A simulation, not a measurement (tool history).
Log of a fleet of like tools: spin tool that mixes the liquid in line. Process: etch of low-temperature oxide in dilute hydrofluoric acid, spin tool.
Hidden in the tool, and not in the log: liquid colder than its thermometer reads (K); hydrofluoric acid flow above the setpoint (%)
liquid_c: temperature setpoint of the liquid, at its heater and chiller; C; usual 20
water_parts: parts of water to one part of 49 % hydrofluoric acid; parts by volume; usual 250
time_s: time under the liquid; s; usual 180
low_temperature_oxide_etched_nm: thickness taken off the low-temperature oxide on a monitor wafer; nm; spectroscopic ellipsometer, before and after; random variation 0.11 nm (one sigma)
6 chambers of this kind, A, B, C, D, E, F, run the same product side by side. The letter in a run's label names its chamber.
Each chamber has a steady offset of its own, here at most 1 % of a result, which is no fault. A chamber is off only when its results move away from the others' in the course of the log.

run   hour  liquid_c  water_parts  time_s  hours since the thermometer was replaced  hours since the hydrofluoric acid flow meter was replaced  read-back film thickness of the low-temperature oxide reference wafer, read on the same gauge (nm)  low_temperature_oxide_etched_nm
 1B   13.1        20          250     180                                    1382.8                                                      498.5                                                                                              120.04                            11.33
 2E   25.1        20          250     180                                     585.3                                                      417.3                                                                                                 120                           11.588
 3F   36.5        20          250     180                                     623.4                                                     1524.4                                                                                              119.99                           11.388
 4A     48        20          250     180                                     309.9                                                     1195.8                                                                                              119.95                           11.376
 5C   58.2        20          250     180                                    1540.5                                                     1823.8                                                                                              119.97                           11.538
 6D   67.7        20          250     180                                     380.4                                                      190.4                                                                                              119.97                           11.475
 7A     76        20          250     180                                     337.9                                                     1223.8                                                                                              120.02                            11.55
 8B   90.6        20          250     180                                    1460.3                                                        576                                                                                              120.02                           11.397
 9C  102.2        20          250     180                                    1584.5                                                     1867.8                                                                                              120.02                           11.267
10F  108.5        20          250     180                                     695.4                                                     1596.4                                                                                              120.04                            11.21
11E  115.2        20          250     285                                     675.4                                                      507.4                                                                                                 120                           18.432
12D  128.1        20          250     285                                     440.8                                                      250.8                                                                                              120.01                           18.211
13B  139.5        20          250     285                                    1509.2                                                      624.9                                                                                              119.99                           18.003
14D  150.3        20          250     285                                       463                                                        273                                                                                              120.01                            18.32
15E  158.6        20          250     285                                     718.8                                                      550.8                                                                                              119.96                            18.47
16F  165.2        20          250     285                                     752.1                                                     1653.1                                                                                                 120                           17.701
     172.4  -- chamber B: thermometer replaced
17C  176.1        20          250     180                                    1658.4                                                     1941.7                                                                                              119.96                           11.577
18A  186.3        20          250     110                                     448.2                                                     1334.1                                                                                              119.99                           7.0598
19A  198.7        20          250     110                                     460.6                                                     1346.5                                                                                                 120                           7.0148
20C  206.5        20          250     110                                    1688.8                                                     1972.1                                                                                              119.97                           6.9417
21F  220.7        20          250     110                                     807.6                                                     1708.6                                                                                              119.99                           6.7206
22D    229        20          250     110                                     541.7                                                      351.7                                                                                                 120                           6.9693
23E  235.5        20          250     110                                     795.7                                                      627.7                                                                                              119.97                           7.0491
24B  243.5        20          250     180                                      71.2                                                      728.9                                                                                              120.01                           11.361
     243.8  -- chamber C: thermometer replaced
25A  254.5        20          250     180                                     516.4                                                     1402.3                                                                                              119.98                           11.448
26E  266.3        20          250     180                                     826.5                                                      658.5                                                                                              120.02                           11.552
27D  273.9        20          250     180                                     586.6                                                      396.6                                                                                              120.02                           11.366
28F  287.4        20          250     180                                     874.3                                                     1775.3                                                                                              119.99                           10.873
29B  299.6        20          250     180                                     127.3                                                        785                                                                                              120.01                           11.202
30C  307.3        20          250     180                                      63.6                                                     2072.9                                                                                              120.02                           11.385
31F  320.3      23.5          155     180                                     907.2                                                     1808.2                                                                                              120.02                           22.362
32E    332      23.5          155     180                                     892.2                                                      724.2                                                                                              120.01                           23.521
33A  339.6      23.5          155     180                                     601.5                                                     1487.4                                                                                              119.99                           23.349
34D  353.5      23.5          155     180                                     666.2                                                      476.2                                                                                                 120                            23.63
35C  363.8      23.5          155     180                                     120.1                                                     2129.4                                                                                              119.99                           23.682
36B  371.5      23.5          155     180                                     199.2                                                      856.9                                                                                              120.03                           23.039
37B  382.5        20          250     180                                     210.2                                                      867.9                                                                                              119.99                           11.485
38E  396.4        20          250     180                                     956.6                                                      788.6                                                                                              119.98                           11.781

Next, every chamber runs the same settings. What will each give?
39A  406.9        20          355     180                                                                                                                                                                                                                                         ?
39B  406.9        20          355     180                                                                                                                                                                                                                                         ?
39C  406.9        20          355     180                                                                                                                                                                                                                                         ?
39D  406.9        20          355     180                                                                                                                                                                                                                                         ?
39E  406.9        20          355     180                                                                                                                                                                                                                                         ?
39F  406.9        20          355     180                                                                                                                                                                                                                                         ?

run  low_temperature_oxide_etched_nm
39A                           7.1812
39B                           7.3166
39C                           7.3051
39D                           7.2718
39E                           7.3396
39F                           6.7255
